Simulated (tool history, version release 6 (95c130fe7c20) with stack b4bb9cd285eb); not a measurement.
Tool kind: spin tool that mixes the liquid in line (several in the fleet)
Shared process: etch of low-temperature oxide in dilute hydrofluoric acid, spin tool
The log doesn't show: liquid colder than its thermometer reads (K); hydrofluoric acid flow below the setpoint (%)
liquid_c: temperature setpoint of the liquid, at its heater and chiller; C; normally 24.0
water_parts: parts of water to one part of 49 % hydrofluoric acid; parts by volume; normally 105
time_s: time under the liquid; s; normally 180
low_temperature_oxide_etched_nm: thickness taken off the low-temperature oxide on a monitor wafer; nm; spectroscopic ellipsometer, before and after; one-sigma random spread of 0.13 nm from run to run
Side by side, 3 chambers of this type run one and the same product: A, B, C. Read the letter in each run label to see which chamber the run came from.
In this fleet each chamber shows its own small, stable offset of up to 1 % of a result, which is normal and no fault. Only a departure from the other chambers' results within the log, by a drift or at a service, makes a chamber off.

run   hour  liquid_c  water_parts  time_s  hours since the thermometer was replaced  hours since the hydrofluoric acid flow meter was replaced  read-back film thickness of the low-temperature oxide reference wafer, read on the same gauge (nm)  low_temperature_oxide_etched_nm
 1C   10.5      24.0          105     180                                      52.2                                                      291.4                                                                                              120.01                           39.342
 2B   19.0      24.0          105     180                                     468.4                                                      557.1                                                                                              120.00                           39.081
 3A   30.8      24.0          105     180                                     706.4                                                      370.7                                                                                              120.01                           39.592
 4B   38.3      24.0          105     180                                     487.7                                                      576.4                                                                                              120.01                           39.292
 5A   51.7      24.0          105     145                                     727.3                                                      391.6                                                                                              120.00                           31.696
 6C   63.8      24.0          105     145                                     105.5                                                      344.7                                                                                              120.00                           31.771
 7C   70.4      24.0          105     145                                     112.1                                                      351.3                                                                                              120.00                           31.815
 8A   84.4      24.0          105     250                                     760.0                                                      424.3                                                                                              120.01                           54.890
 9B   95.7      24.0          105     250                                     545.1                                                      633.8                                                                                              120.00                           54.275
10C  106.4      24.0          105     250                                     148.1                                                      387.3                                                                                              119.97                           54.832
11A  116.0      24.0          105     180                                     791.6                                                      455.9                                                                                              119.99                           39.610
12B  123.2      24.0          105     180                                     572.6                                                      661.3                                                                                              120.01                           38.927
13C  136.8      24.0          105     180                                     178.5                                                      417.7                                                                                              120.00                           39.337
14B  149.1      24.0          105     180                                     598.5                                                      687.2                                                                                              120.00                           38.649
15A  161.6      24.0          105     180                                     837.2                                                      501.5                                                                                              119.99                           39.675
16A  168.2      24.0          105     180                                     843.8                                                      508.1                                                                                              120.02                           39.613
17B  181.7      24.0          105     180                                     631.1                                                      719.8                                                                                              120.01                           38.470
18C  193.9      24.0          105     180                                     235.6                                                      474.8                                                                                              119.97                           39.344
19C  201.9      24.0          105     180                                     243.6                                                      482.8                                                                                              119.99                           39.294
20B  209.5      24.0          140     180                                     658.9                                                      747.6                                                                                              120.01                           27.334
21A  220.3      24.0          140     180                                     895.9                                                      560.2                                                                                              120.00                           28.384
22B  233.0      24.0          140     180                                     682.4                                                      771.1                                                                                              120.00                           27.323
23C  243.0      24.0          105     180                                     284.7                                                      523.9                                                                                              119.99                           39.436
24A  255.1      24.0          105     180                                     930.7                                                      595.0                                                                                              120.00                           39.387
25B  263.0      27.0          105     180                                     712.4                                                      801.1                                                                                              120.01                           42.454
26C  275.1      27.0          105     180                                     316.8                                                      556.0                                                                                              120.02                           44.509

Each of the 3 chambers runs these same settings next. Fill in every chamber's results:
27A  285.5      22.5          105     180                                                                                                                                                                                                                                         ?
27B  285.5      22.5          105     180                                                                                                                                                                                                                                         ?
27C  285.5      22.5          105     180                                                                                                                                                                                                                                         ?

run  low_temperature_oxide_etched_nm
27A                           37.189
27B                           35.295
27C                           36.950
